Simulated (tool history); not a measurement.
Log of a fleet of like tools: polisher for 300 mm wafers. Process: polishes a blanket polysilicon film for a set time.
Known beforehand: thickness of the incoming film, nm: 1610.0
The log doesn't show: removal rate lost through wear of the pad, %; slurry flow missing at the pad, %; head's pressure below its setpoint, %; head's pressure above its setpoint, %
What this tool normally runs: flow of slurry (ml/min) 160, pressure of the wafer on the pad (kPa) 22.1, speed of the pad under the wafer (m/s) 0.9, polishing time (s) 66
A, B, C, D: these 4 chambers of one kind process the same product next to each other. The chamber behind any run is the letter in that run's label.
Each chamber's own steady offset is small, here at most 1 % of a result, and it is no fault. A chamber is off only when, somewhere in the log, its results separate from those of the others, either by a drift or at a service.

| run | day | flow of slurry (ml/min) | pressure of the wafer on the pad (kPa) | speed of the pad under the wafer (m/s) | polishing time (s) | wafers polished on this pad | hours since the slurry nozzle was cleaned | hours since the head pressure was calibrated | film removed (Å) |
|---|---|---|---|---|---|---|---|---|---|
| 1D | 0.296 | 160 | 22.1 | 0.9 | 66 | 1058 | 236.5 | 246.8 | 6570.6 |
|  | 0.579 | chamber C: worn pad replaced by a new one |
| 2C | 0.579 | 160 | 22.1 | 0.9 | 66 | 0 | 152.8 | 1068.3 | 6453.4 |
| 3A | 0.75 | 160 | 22.1 | 0.9 | 66 | 489 | 811 | 275.3 | 6632.3 |
|  | 0.921 | chamber D: worn pad replaced by a new one |
| 4B | 0.996 | 160 | 22.1 | 0.9 | 66 | 785 | 91.5 | 634 | 6557.1 |
|  | 1.071 | chamber A: worn pad replaced by a new one |
|  | 1.183 | chamber B: worn pad replaced by a new one |
| 5A | 1.279 | 160 | 22.1 | 0.9 | 66 | 71 | 823.7 | 288 | 6516.3 |
| 6C | 1.588 | 160 | 22.1 | 0.9 | 66 | 344 | 177 | 1092.5 | 6605.6 |
| 7B | 1.9 | 160 | 22.1 | 0.9 | 66 | 246 | 113.2 | 655.7 | 6599.4 |
| 8D | 2.138 | 160 | 22.1 | 0.9 | 66 | 417 | 280.7 | 291 | 6542.9 |
|  | 2.383 | chamber D: slurry nozzle cleaned |
| 9A | 2.438 | 160 | 22.1 | 0.9 | 66 | 467 | 851.5 | 315.8 | 6614.2 |
|  | 2.546 | chamber A: worn pad replaced by a new one |
| 10B | 2.688 | 160 | 22.1 | 0.9 | 66 | 515 | 132.1 | 674.6 | 6599.5 |
| 11C | 2.833 | 160 | 22.1 | 0.9 | 66 | 770 | 206.9 | 1122.4 | 6511.8 |
| 12D | 2.996 | 160 | 22.1 | 0.9 | 66 | 710 | 14.7 | 311.6 | 6446.1 |
| 13A | 3.208 | 160 | 22.1 | 0.9 | 66 | 227 | 870 | 334.3 | 6643.9 |
|  | 3.317 | chamber A: slurry nozzle cleaned |
| 14D | 3.371 | 160 | 22.1 | 0.9 | 66 | 838 | 23.7 | 320.6 | 6466.1 |
| 15B | 3.642 | 160 | 22.1 | 0.9 | 66 | 841 | 155 | 697.5 | 6583.9 |
| 16C | 3.875 | 160 | 22.1 | 0.9 | 66 | 1126 | 231.9 | 1147.4 | 6426.2 |
|  | 3.888 | chamber C: worn pad replaced by a new one |
|  | 3.917 | chamber A: worn pad replaced by a new one |
| 17D | 4.025 | 160 | 22.1 | 0.9 | 66 | 1062 | 39.4 | 336.3 | 6477 |
| 18B | 4.175 | 160 | 22.1 | 0.9 | 66 | 1023 | 167.8 | 710.3 | 6475.5 |
|  | 4.383 | chamber B: worn pad replaced by a new one |
| 19C | 4.429 | 160 | 25.5 | 0.9 | 66 | 186 | 245.2 | 1160.7 | 7434.9 |
|  | 4.625 | chamber A: head pressure recalibrated |
| 20A | 4.725 | 160 | 25.5 | 0.9 | 66 | 277 | 33.8 | 2.4 | 7386.6 |
|  | 4.862 | chamber D: worn pad replaced by a new one |
|  | 4.9 | chamber D: head pressure recalibrated |
| 21B | 5.017 | 160 | 25.5 | 0.9 | 66 | 216 | 188 | 730.5 | 7585 |
| 22A | 5.271 | 160 | 25.5 | 0.9 | 66 | 463 | 46.9 | 15.5 | 7547.8 |
| 23D | 5.575 | 160 | 22.1 | 0.9 | 52 | 243 | 76.6 | 16.3 | 5107.9 |
|  | 5.679 | chamber A: worn pad replaced by a new one |
| 24C | 5.838 | 160 | 22.1 | 0.9 | 52 | 667 | 279 | 1194.5 | 5166.4 |
|  | 6.054 | chamber C: slurry nozzle cleaned |
| 25C | 6.125 | 160 | 22.1 | 0.9 | 52 | 765 | 1.7 | 1201.4 | 5119.8 |
| 26B | 6.375 | 160 | 22.1 | 0.9 | 52 | 680 | 220.6 | 763.1 | 5142 |
| 27D | 6.654 | 160 | 22.1 | 0.9 | 66 | 612 | 102.5 | 42.2 | 6525.1 |
| 28A | 6.825 | 160 | 22.1 | 0.9 | 66 | 392 | 84.2 | 52.8 | 6496.8 |
| 29B | 7.008 | 160 | 22.1 | 0.9 | 66 | 897 | 235.8 | 778.3 | 6610.9 |
|  | 7.083 | chamber A: worn pad replaced by a new one |
| 30A | 7.283 | 160 | 22.1 | 0.9 | 66 | 69 | 95.2 | 63.8 | 6504.7 |

Is one chamber off against the others, does the gauge drift, or is nothing wrong? If a chamber is off, say which, and what the likeliest cause is.

Beyond each chamber's small constant offset nothing stands out, and the gauge stays steady.
